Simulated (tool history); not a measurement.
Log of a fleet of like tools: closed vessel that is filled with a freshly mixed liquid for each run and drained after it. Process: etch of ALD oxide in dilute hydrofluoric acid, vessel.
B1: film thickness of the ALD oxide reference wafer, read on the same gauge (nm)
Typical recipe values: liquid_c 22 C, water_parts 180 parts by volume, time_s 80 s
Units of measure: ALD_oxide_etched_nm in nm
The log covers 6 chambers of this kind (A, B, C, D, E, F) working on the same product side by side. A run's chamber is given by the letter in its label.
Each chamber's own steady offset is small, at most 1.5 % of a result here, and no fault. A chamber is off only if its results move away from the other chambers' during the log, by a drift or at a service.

Run 1F, hour 8.4: usual settings; B1 80.012. Result: ALD_oxide_etched_nm 5.1854 nm.
Run 2A, hour 13.9: usual settings; B1 79.993. Result: ALD_oxide_etched_nm 5.2873 nm.
Run 3D, hour 22: usual settings; B1 80.016. Result: ALD_oxide_etched_nm 5.1968 nm.
Run 4C, hour 27.3: usual settings; B1 80.002. Result: ALD_oxide_etched_nm 5.2762 nm.
At hour 29.6: chamber B: thermometer replaced.
Run 5E, hour 35.8: usual settings; B1 79.992. Result: ALD_oxide_etched_nm 5.2557 nm.
Run 6B, hour 41.2: usual settings; B1 79.998. Result: ALD_oxide_etched_nm 5.3025 nm.
Run 7C, hour 45.9: usual settings; B1 79.995. Result: ALD_oxide_etched_nm 5.2179 nm.
Run 8B, hour 53.4: usual settings; B1 80.005. Result: ALD_oxide_etched_nm 5.2764 nm.
Run 9A, hour 62.2: usual settings; B1 79.969. Result: ALD_oxide_etched_nm 5.2248 nm.
Run 10F, hour 69: usual settings; B1 79.981. Result: ALD_oxide_etched_nm 5.1958 nm.
Run 11E, hour 73.2: usual settings; B1 79.999. Result: ALD_oxide_etched_nm 5.2202 nm.
At hour 77.2: chamber B: hydrofluoric acid flow meter replaced.
Run 12D, hour 79.4: usual settings but liquid_c 20.5 C, water_parts 255 parts by volume; B1 79.999. Result: ALD_oxide_etched_nm 3.2131 nm.
Run 13A, hour 86.6: usual settings but liquid_c 20.5 C, water_parts 255 parts by volume; B1 79.997. Result: ALD_oxide_etched_nm 3.238 nm.
Run 14C, hour 94.4: usual settings but liquid_c 20.5 C, water_parts 255 parts by volume; B1 80.005. Result: ALD_oxide_etched_nm 3.2548 nm.
Run 15F, hour 101.1: usual settings but liquid_c 20.5 C, water_parts 255 parts by volume; B1 80.023. Result: ALD_oxide_etched_nm 3.2037 nm.
Run 16D, hour 107.2: usual settings but liquid_c 20.5 C, water_parts 255 parts by volume; B1 79.984. Result: ALD_oxide_etched_nm 3.2058 nm.
Run 17B, hour 112.3: usual settings but liquid_c 20.5 C, water_parts 255 parts by volume; B1 80.019. Result: ALD_oxide_etched_nm 3.2827 nm.
Run 18E, hour 120.7: usual settings; B1 80.013. Result: ALD_oxide_etched_nm 5.2214 nm.
Run 19A, hour 127.5: usual settings; B1 80.011. Result: ALD_oxide_etched_nm 5.2065 nm.
Run 20C, hour 136.1: usual settings; B1 79.999. Result: ALD_oxide_etched_nm 5.2378 nm.
Run 21D, hour 141.9: usual settings; B1 79.991. Result: ALD_oxide_etched_nm 5.2034 nm.
At hour 145.9: chamber E: thermometer replaced.
Run 22E, hour 147: usual settings; B1 80.001. Result: ALD_oxide_etched_nm 5.2732 nm.
Run 23F, hour 155.2: usual settings; B1 80.018. Result: ALD_oxide_etched_nm 5.2119 nm.
Run 24B, hour 160.8: usual settings; B1 79.984. Result: ALD_oxide_etched_nm 5.2615 nm.
Run 25F, hour 168.1: usual settings; B1 79.996. Result: ALD_oxide_etched_nm 5.1407 nm.
Run 26C, hour 172.4: usual settings; B1 79.981. Result: ALD_oxide_etched_nm 5.2686 nm.
Run 27A, hour 179.9: usual settings; B1 80.006. Result: ALD_oxide_etched_nm 5.2224 nm.
Run 28D, hour 188.5: usual settings; B1 79.994. Result: ALD_oxide_etched_nm 5.213 nm.
Run 29B, hour 194.3: usual settings; B1 79.995. Result: ALD_oxide_etched_nm 5.2676 nm.
Run 30E, hour 199.4: usual settings; B1 80.018. Result: ALD_oxide_etched_nm 5.2376 nm.
Run 31A, hour 203.9: usual settings; B1 80.003. Result: ALD_oxide_etched_nm 5.239 nm.
Run 32C, hour 211.9: usual settings; B1 79.994. Result: ALD_oxide_etched_nm 5.2896 nm.
Run 33D, hour 218: usual settings; B1 80.029. Result: ALD_oxide_etched_nm 5.1498 nm.
Run 34B, hour 224: usual settings; B1 79.992. Result: ALD_oxide_etched_nm 5.2694 nm.
Run 35E, hour 232.2: usual settings; B1 79.973. Result: ALD_oxide_etched_nm 5.2425 nm.
Run 36F, hour 240.4: usual settings; B1 79.975. Result: ALD_oxide_etched_nm 5.1432 nm.
Run 37A, hour 247.6: usual settings; B1 80.003. Result: ALD_oxide_etched_nm 5.2501 nm.
Run 38B, hour 253.3: usual settings; B1 80.016. Result: ALD_oxide_etched_nm 5.2746 nm.
Run 39C, hour 260: usual settings but water_parts 95 parts by volume, time_s 50 s; B1 80.003. Result: ALD_oxide_etched_nm 6.8368 nm.
Run 40E, hour 268.3: usual settings but water_parts 95 parts by volume, time_s 50 s; B1 80.009. Result: ALD_oxide_etched_nm 6.9624 nm.
Run 41D, hour 275.9: usual settings but water_parts 95 parts by volume, time_s 50 s; B1 80.003. Result: ALD_oxide_etched_nm 6.7321 nm.
Run 42F, hour 282.1: usual settings but water_parts 95 parts by volume, time_s 50 s; B1 79.982. Result: ALD_oxide_etched_nm 6.7303 nm.
Run 43F, hour 287.4: usual settings but water_parts 95 parts by volume, time_s 50 s; B1 80.01. Result: ALD_oxide_etched_nm 6.7759 nm.

All 6 chambers run these settings next. Forecast each chamber's results:
Run 44A, hour 293.7: usual settings but water_parts 245 parts by volume. Result: ALD_oxide_etched_nm ?.
Run 44B, hour 293.7: usual settings but water_parts 245 parts by volume. Result: ALD_oxide_etched_nm ?.
Run 44C, hour 293.7: usual settings but water_parts 245 parts by volume. Result: ALD_oxide_etched_nm ?.
Run 44D, hour 293.7: usual settings but water_parts 245 parts by volume. Result: ALD_oxide_etched_nm ?.
Run 44E, hour 293.7: usual settings but water_parts 245 parts by volume. Result: ALD_oxide_etched_nm ?.
Run 44F, hour 293.7: usual settings but water_parts 245 parts by volume. Result: ALD_oxide_etched_nm ?.

run  ALD_oxide_etched_nm
44A               3.6077
44B               3.6817
44C               3.7254
44D               3.5873
44E               3.6126
44F               3.5605

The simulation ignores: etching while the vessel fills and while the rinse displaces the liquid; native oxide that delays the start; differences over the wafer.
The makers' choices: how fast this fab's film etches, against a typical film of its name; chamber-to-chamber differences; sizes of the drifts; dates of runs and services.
